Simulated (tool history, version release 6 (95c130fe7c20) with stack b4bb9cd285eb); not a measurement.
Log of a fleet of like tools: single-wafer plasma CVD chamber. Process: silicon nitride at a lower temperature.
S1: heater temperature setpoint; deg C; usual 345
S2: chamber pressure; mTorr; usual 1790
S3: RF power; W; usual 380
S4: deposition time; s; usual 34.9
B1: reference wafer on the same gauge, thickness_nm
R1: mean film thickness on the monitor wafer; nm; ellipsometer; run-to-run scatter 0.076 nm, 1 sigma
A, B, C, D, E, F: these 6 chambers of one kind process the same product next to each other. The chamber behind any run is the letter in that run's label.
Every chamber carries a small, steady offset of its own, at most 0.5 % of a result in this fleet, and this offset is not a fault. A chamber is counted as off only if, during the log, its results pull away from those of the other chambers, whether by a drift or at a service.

run	hour	S1	S2	S3	S4	B1	R1
1B	8.6	345	1790	380	34.9	50.722	49.227
2A	17	345	1790	380	34.9	50.659	49.088
3C	23.5	345	1790	380	34.9	50.677	49.545
4E	29.8	345	1790	380	34.9	50.659	49.213
5D	34.5	345	1790	380	34.9	50.651	49.463
6F	42	345	1790	380	34.9	50.659	49.249
7E	48.8	345	1650	380	31.5	50.634	43.526
8F	56.7	345	1650	380	31.5	50.624	43.518
9B	61.8	345	1650	380	31.5	50.644	43.378
10D	69.6	345	1650	380	31.5	50.591	43.679
11A	75.3	345	1650	380	31.5	50.604	43.49
# hour 78.6: chamber E: capacitance manometer re-zeroed and calibrated
12C	79.7	345	1650	380	31.5	50.625	43.547
13C	86.2	345	1790	380	34.9	50.609	49.428
# hour 86.4: chamber E: RF generator calibrated
14F	92.5	345	2020	350	34.9	50.592	48.238
15D	100.8	345	2020	350	34.9	50.597	48.437
16A	105.7	345	2020	350	34.9	50.572	48.262
17B	112.4	345	2020	350	34.9	50.553	48.043
18E	120.7	345	2020	350	34.9	50.542	48.326
19F	126.2	345	2020	350	34.9	50.547	48.185
20B	130.7	345	1790	380	34.9	50.537	49.159
21C	135.5	345	1790	380	34.9	50.543	49.233
22E	144	345	1790	380	34.9	50.54	49.289
23A	150.4	345	1790	380	34.9	50.529	49.065
24D	157.2	345	1790	380	34.9	50.51	49.334
25A	161.2	345	1790	380	34.9	50.514	48.947
26E	166.1	345	1790	425	34.9	50.498	52.647
27B	171.9	345	1790	425	34.9	50.485	52.567
28C	175.9	345	1790	425	34.9	50.476	52.853
29F	184.4	345	1790	425	34.9	50.479	52.644
30D	188.4	345	1790	425	34.9	50.455	52.691
# hour 188.6: chamber F: thermocouple changed; heater temperature recalibrated
31F	192.8	345	1790	425	34.9	50.466	52.519
32C	197	345	1790	380	34.9	50.468	49.223
33E	203.7	345	1790	380	34.9	50.45	49.181
34B	210.2	345	1790	380	34.9	50.474	48.993
35A	217.6	345	1790	380	34.9	50.431	49.126
36D	223.9	345	1790	380	34.9	50.422	49.155
37E	231.1	345	1790	380	34.9	50.426	49.143
38C	236.5	345	1790	380	34.9	50.417	49.113
39A	243.6	345	1790	380	34.9	50.404	49.056
40D	249.7	345	1790	380	34.9	50.381	49.111
41F	254.2	345	1790	355	34.9	50.402	47.033
42B	258.4	345	1790	355	34.9	50.397	46.91

Read the log: is a single chamber off, either drifting away or since a service, is the gauge that measures every chamber drifting, or is nothing wrong beyond small per-chamber offsets? Name any odd chamber and what most likely caused it.

The shared gauge is drifting. All chambers look as if they move in step, but none is off.
Likeliest cause: gauge reads low (%) = 0.627.

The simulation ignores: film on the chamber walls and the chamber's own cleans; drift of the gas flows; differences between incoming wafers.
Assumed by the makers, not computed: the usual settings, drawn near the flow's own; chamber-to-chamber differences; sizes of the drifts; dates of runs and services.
